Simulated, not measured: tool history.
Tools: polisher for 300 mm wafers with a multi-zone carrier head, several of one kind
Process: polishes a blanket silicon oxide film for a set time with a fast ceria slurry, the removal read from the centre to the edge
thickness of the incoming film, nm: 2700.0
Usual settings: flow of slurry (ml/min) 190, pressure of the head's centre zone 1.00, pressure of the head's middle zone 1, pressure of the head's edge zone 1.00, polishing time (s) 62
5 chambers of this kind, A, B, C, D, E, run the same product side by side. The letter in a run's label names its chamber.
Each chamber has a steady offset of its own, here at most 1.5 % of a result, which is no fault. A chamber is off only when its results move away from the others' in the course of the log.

run	hour	flow of slurry (ml/min)	pressure of the head's centre zone	pressure of the head's middle zone	pressure of the head's edge zone	polishing time (s)	wafers polished on this pad	hours since the slurry nozzle was cleaned	hours since the centre zone pressure was calibrated	hours since the edge zone pressure was calibrated	film removed at the wafer's centre (angstrom)	film removed at mid-radius (angstrom)	film removed at the wafer's edge (angstrom)
# hour 1.3: chamber E: worn pad replaced by a new one
1C	7.6	190	1.00	1	1.00	62	381	175.4	413.5	747.8	4701.4	4677.9	4738.4
2A	18.5	190	1.00	1	1.00	62	604	114.6	61.2	650.2	4605.5	4613.1	4639.8
3B	33.4	190	1.00	1	1.00	62	267	59.0	253.5	931.5	4649.5	4651.6	4606.1
4E	46.3	190	1.00	1	1.00	62	347	279.7	63.4	110.3	4625.9	4635.2	4632.4
5D	61.6	190	1.00	1	1.00	62	861	115.0	356.2	253.2	4586.9	4578.4	4650.3
6E	75.3	190	1.00	1	1.00	62	570	308.7	92.4	139.3	4641.0	4632.7	4643.9
# hour 75.7: chamber B: worn pad replaced by a new one
7D	82.6	190	1.00	1	1.00	62	1023	136.0	377.2	274.2	4630.6	4627.4	4585.3
# hour 85.7: chamber A: worn pad replaced by a new one
8C	93.5	190	1.00	1	1.00	62	1042	261.3	499.4	833.7	4645.6	4648.6	4716.7
9B	100.7	190	1.00	1	1.00	62	192	126.3	320.8	998.8	4658.0	4586.0	4630.5
10A	111.9	230	1.07	1	1.00	62	202	208.0	154.6	743.6	5082.6	4795.1	4686.5
# hour 116.1: chamber E: worn pad replaced by a new one
11A	122.1	230	1.07	1	1.00	62	280	218.2	164.8	753.8	5165.3	4763.6	4786.6
# hour 124.4: chamber D: worn pad replaced by a new one
12B	138.1	230	1.07	1	1.00	62	480	163.7	358.2	1036.2	5027.3	4834.2	4726.7
# hour 143.7: chamber C: slurry nozzle cleaned
13E	152.9	230	1.07	1	1.00	62	283	386.3	170.0	216.9	5173.4	4685.7	4753.2
# hour 162.0: chamber B: worn pad replaced by a new one
14D	167.6	230	1.07	1	1.00	62	332	221.0	462.2	359.2	5169.6	4737.5	4796.4
# hour 169.4: chamber C: worn pad replaced by a new one
15C	179.7	190	1.00	1	1.00	62	79	36.1	585.6	919.9	4721.8	4704.9	4660.4
16A	188.3	190	1.00	1	1.00	62	790	284.4	231.0	820.0	4696.7	4593.1	4752.7
17C	201.8	190	1.00	1	1.00	62	249	58.2	607.7	942.0	4714.4	4691.5	4697.8
18D	212.0	190	1.00	1	1.00	62	674	265.4	506.6	403.6	4664.8	4607.9	4560.1
# hour 219.2: chamber D: slurry nozzle cleaned
# hour 219.2: chamber A: worn pad replaced by a new one
19E	225.7	190	1.00	1	1.00	62	844	459.1	242.8	289.7	4611.5	4544.4	4716.7
# hour 227.9: chamber E: worn pad replaced by a new one
20B	233.9	190	1.00	1	1.00	62	553	259.5	454.0	1132.0	4664.3	4726.3	4592.2
# hour 243.4: chamber B: worn pad replaced by a new one
21D	248.3	190	1.00	1	1.00	62	953	29.1	542.9	439.9	4541.6	4565.5	4624.6
# hour 250.3: chamber B: slurry nozzle cleaned
22E	264.2	190	1.00	1	0.93	75	279	497.6	281.3	328.2	5618.7	5517.8	5447.6
# hour 264.6: chamber D: centre zone pressure recalibrated
23A	272.1	190	1.00	1	0.93	75	407	368.2	314.8	903.8	5640.9	5631.7	5399.9
24C	288.3	190	1.00	1	0.93	75	915	144.7	694.2	1028.5	5650.4	5699.9	5371.3
# hour 298.1: chamber D: worn pad replaced by a new one
25B	300.3	190	1.00	1	0.93	75	438	50.0	520.4	1198.4	5673.6	5564.1	5396.3
# hour 308.0: chamber B: centre zone pressure recalibrated
26B	316.0	190	1.00	1	0.93	75	559	65.7	8.0	1214.1	5578.6	5585.8	5403.0
# hour 323.3: chamber B: worn pad replaced by a new one
27E	324.2	190	1.00	1	1.00	62	741	557.6	341.3	388.2	4629.4	4527.0	4662.2
# hour 330.5: chamber A: worn pad replaced by a new one
28A	332.0	190	1.00	1	1.00	62	11	428.1	374.7	963.7	4658.6	4674.9	4695.3
29C	345.8	190	1.00	1	1.00	62	1358	202.2	751.7	1086.0	4735.6	4678.8	4635.2
30D	360.0	190	1.00	1	1.00	62	476	140.8	95.4	551.6	4595.3	4679.0	4619.3
# hour 374.7: chamber E: worn pad replaced by a new one
31D	375.0	190	1.00	1	1.00	62	592	155.8	110.4	566.6	4658.1	4604.7	4618.8
32B	391.5	190	1.00	1	1.00	62	525	141.2	83.5	1289.6	4661.5	4618.8	4602.9
33A	402.8	190	1.00	1	1.00	62	556	498.9	445.5	1034.5	4577.9	4710.9	4648.5
34E	419.0	190	1.00	1	1.00	62	341	652.4	436.1	483.0	4733.2	4632.4	4741.9

All 5 chambers run these settings next. Forecast each chamber's results:
35A	430.8	190	1.00	1	1.00	62					?	?	?
35B	430.8	190	1.00	1	1.00	62					?	?	?
35C	430.8	190	1.00	1	1.00	62					?	?	?
35D	430.8	190	1.00	1	1.00	62					?	?	?
35E	430.8	190	1.00	1	1.00	62					?	?	?

run	film removed at the wafer's centre (angstrom)	film removed at mid-radius (angstrom)	film removed at the wafer's edge (angstrom)
35A	4638.2	4690.5	4614.9
35B	4594.1	4709.2	4663.4
35C	4712.4	4585.3	4659.2
35D	4614.1	4693.4	4652.2
35E	4629.6	4628.8	4615.0

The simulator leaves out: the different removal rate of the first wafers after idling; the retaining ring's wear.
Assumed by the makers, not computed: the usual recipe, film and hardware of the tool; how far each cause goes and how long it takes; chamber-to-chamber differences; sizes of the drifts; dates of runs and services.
